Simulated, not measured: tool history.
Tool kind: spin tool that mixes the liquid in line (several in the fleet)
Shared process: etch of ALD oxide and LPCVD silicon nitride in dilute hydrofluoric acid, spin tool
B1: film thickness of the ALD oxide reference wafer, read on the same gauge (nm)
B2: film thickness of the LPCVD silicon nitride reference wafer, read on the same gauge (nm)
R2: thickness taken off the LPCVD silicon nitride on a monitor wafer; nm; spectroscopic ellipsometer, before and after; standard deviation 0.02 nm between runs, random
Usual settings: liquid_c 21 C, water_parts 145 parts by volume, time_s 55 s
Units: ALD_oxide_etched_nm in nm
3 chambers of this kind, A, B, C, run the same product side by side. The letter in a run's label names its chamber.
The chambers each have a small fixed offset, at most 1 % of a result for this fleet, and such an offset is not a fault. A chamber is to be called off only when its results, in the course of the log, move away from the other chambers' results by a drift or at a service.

run 1C hour=7.9 | liquid_c=21 water_parts=145 time_s=55 | B1=110.01 B2=150.00 | ALD_oxide_etched_nm=6.2544 R2=0.19456
run 2A hour=17.9 | liquid_c=21 water_parts=145 time_s=55 | B1=110.01 B2=149.97 | ALD_oxide_etched_nm=6.2257 R2=0.20437
run 3B hour=27.6 | liquid_c=21 water_parts=145 time_s=55 | B1=110.00 B2=149.99 | ALD_oxide_etched_nm=6.3375 R2=0.16939
run 4C hour=36.5 | liquid_c=21 water_parts=145 time_s=55 | B1=110.00 B2=149.99 | ALD_oxide_etched_nm=6.2712 R2=0.16669
run 5B hour=52.1 | liquid_c=25 water_parts=145 time_s=55 | B1=110.00 B2=149.99 | ALD_oxide_etched_nm=7.3642 R2=0.24208
run 6A hour=63.2 | liquid_c=25 water_parts=145 time_s=55 | B1=109.99 B2=150.00 | ALD_oxide_etched_nm=7.2873 R2=0.18851
run 7B hour=74.2 | liquid_c=25 water_parts=145 time_s=55 | B1=109.99 B2=150.04 | ALD_oxide_etched_nm=7.3574 R2=0.26646
run 8A hour=83.0 | liquid_c=21 water_parts=145 time_s=55 | B1=110.00 B2=150.05 | ALD_oxide_etched_nm=6.2704 R2=0.16151
run 9C hour=97.4 | liquid_c=21 water_parts=145 time_s=55 | B1=110.00 B2=150.01 | ALD_oxide_etched_nm=6.2779 R2=0.14508
-- hour=104.5 chamber B: hydrofluoric acid flow meter replaced
run 10A hour=110.4 | liquid_c=21 water_parts=145 time_s=55 | B1=110.00 B2=150.02 | ALD_oxide_etched_nm=6.2991 R2=0.17345
run 11B hour=119.1 | liquid_c=21 water_parts=145 time_s=55 | B1=109.98 B2=150.03 | ALD_oxide_etched_nm=6.3300 R2=0.22445
run 12C hour=128.9 | liquid_c=21 water_parts=145 time_s=55 | B1=109.98 B2=149.95 | ALD_oxide_etched_nm=6.2471 R2=0.17417
run 13B hour=141.4 | liquid_c=21 water_parts=145 time_s=55 | B1=110.00 B2=150.03 | ALD_oxide_etched_nm=6.3176 R2=0.20567
run 14C hour=155.0 | liquid_c=21 water_parts=145 time_s=55 | B1=110.01 B2=150.02 | ALD_oxide_etched_nm=6.2050 R2=0.15996
run 15A hour=168.4 | liquid_c=21 water_parts=145 time_s=55 | B1=109.99 B2=149.95 | ALD_oxide_etched_nm=6.2640 R2=0.16774
run 16A hour=179.7 | liquid_c=21 water_parts=145 time_s=55 | B1=110.02 B2=149.98 | ALD_oxide_etched_nm=6.2501 R2=0.19372
run 17B hour=194.6 | liquid_c=21 water_parts=145 time_s=55 | B1=110.01 B2=150.02 | ALD_oxide_etched_nm=6.2859 R2=0.18623
run 18C hour=203.4 | liquid_c=21 water_parts=145 time_s=55 | B1=110.02 B2=150.05 | ALD_oxide_etched_nm=6.2773 R2=0.20549
run 19C hour=217.4 | liquid_c=21 water_parts=145 time_s=55 | B1=110.00 B2=150.04 | ALD_oxide_etched_nm=6.3025 R2=0.21782
run 20A hour=230.9 | liquid_c=21 water_parts=145 time_s=55 | B1=109.99 B2=149.93 | ALD_oxide_etched_nm=6.2181 R2=0.17090
run 21B hour=241.5 | liquid_c=21 water_parts=145 time_s=55 | B1=110.00 B2=150.01 | ALD_oxide_etched_nm=6.2490 R2=0.17692
run 22C hour=254.0 | liquid_c=21 water_parts=145 time_s=55 | B1=110.01 B2=150.02 | ALD_oxide_etched_nm=6.3312 R2=0.15108
run 23B hour=266.1 | liquid_c=23 water_parts=145 time_s=45 | B1=109.99 B2=150.01 | ALD_oxide_etched_nm=5.5844 R2=0.17167
run 24A hour=275.4 | liquid_c=23 water_parts=145 time_s=45 | B1=110.00 B2=150.00 | ALD_oxide_etched_nm=5.4950 R2=0.19082
run 25C hour=286.6 | liquid_c=23 water_parts=145 time_s=45 | B1=109.99 B2=150.01 | ALD_oxide_etched_nm=5.5454 R2=0.13241
run 26B hour=300.7 | liquid_c=21 water_parts=145 time_s=55 | B1=110.02 B2=150.00 | ALD_oxide_etched_nm=6.2969 R2=0.19825
run 27A hour=311.4 | liquid_c=21 water_parts=145 time_s=55 | B1=109.99 B2=150.03 | ALD_oxide_etched_nm=6.2473 R2=0.17300
-- hour=317.9 chamber C: thermometer replaced
run 28B hour=318.7 | liquid_c=21 water_parts=145 time_s=55 | B1=110.00 B2=149.99 | ALD_oxide_etched_nm=6.3218 R2=0.19537
run 29C hour=328.3 | liquid_c=21 water_parts=145 time_s=55 | B1=110.01 B2=150.04 | ALD_oxide_etched_nm=6.2373 R2=0.17416
run 30A hour=336.2 | liquid_c=21 water_parts=145 time_s=55 | B1=109.99 B2=149.96 | ALD_oxide_etched_nm=6.2050 R2=0.19724
run 31B hour=349.3 | liquid_c=21 water_parts=145 time_s=55 | B1=109.98 B2=150.01 | ALD_oxide_etched_nm=6.3101 R2=0.17816
run 32C hour=356.4 | liquid_c=21 water_parts=145 time_s=55 | B1=110.00 B2=149.98 | ALD_oxide_etched_nm=6.3280 R2=0.17448
run 33A hour=364.9 | liquid_c=21 water_parts=145 time_s=55 | B1=110.00 B2=149.99 | ALD_oxide_etched_nm=6.2167 R2=0.18603
run 34C hour=379.9 | liquid_c=21 water_parts=145 time_s=40 | B1=110.00 B2=149.97 | ALD_oxide_etched_nm=4.5552 R2=0.13605
run 35A hour=390.4 | liquid_c=21 water_parts=145 time_s=40 | B1=110.00 B2=150.02 | ALD_oxide_etched_nm=4.5274 R2=0.14351
run 36B hour=400.1 | liquid_c=21 water_parts=145 time_s=40 | B1=110.01 B2=149.98 | ALD_oxide_etched_nm=4.5952 R2=0.13125
run 37C hour=412.1 | liquid_c=21 water_parts=145 time_s=55 | B1=110.00 B2=149.98 | ALD_oxide_etched_nm=6.2948 R2=0.19595
run 38B hour=421.2 | liquid_c=21 water_parts=145 time_s=70 | B1=110.00 B2=150.01 | ALD_oxide_etched_nm=7.9959 R2=0.26448
run 39A hour=429.1 | liquid_c=21 water_parts=145 time_s=70 | B1=110.00 B2=149.97 | ALD_oxide_etched_nm=7.9204 R2=0.23404
run 40B hour=438.3 | liquid_c=21 water_parts=145 time_s=70 | B1=110.00 B2=150.00 | ALD_oxide_etched_nm=8.0495 R2=0.25379
run 41C hour=451.7 | liquid_c=21 water_parts=145 time_s=55 | B1=110.00 B2=150.01 | ALD_oxide_etched_nm=6.3238 R2=0.19011
run 42A hour=460.5 | liquid_c=21 water_parts=145 time_s=55 | B1=109.99 B2=150.02 | ALD_oxide_etched_nm=6.2267 R2=0.14897
run 43C hour=472.7 | liquid_c=21 water_parts=145 time_s=55 | B1=110.00 B2=150.04 | ALD_oxide_etched_nm=6.2334 R2=0.19342
run 44A hour=483.8 | liquid_c=21 water_parts=145 time_s=55 | B1=110.00 B2=149.99 | ALD_oxide_etched_nm=6.2058 R2=0.16229

Next, all 3 chambers run the settings below, one line each with question marks for the results. What does each chamber give?
run 45A hour=495.0 | liquid_c=21 water_parts=145 time_s=55 | ALD_oxide_etched_nm=? R2=?
run 45B hour=495.0 | liquid_c=21 water_parts=145 time_s=55 | ALD_oxide_etched_nm=? R2=?
run 45C hour=495.0 | liquid_c=21 water_parts=145 time_s=55 | ALD_oxide_etched_nm=? R2=?

run=45A ALD_oxide_etched_nm=6.2493 R2=0.18969
run=45B ALD_oxide_etched_nm=6.3139 R2=0.20221
run=45C ALD_oxide_etched_nm=6.2256 R2=0.14004
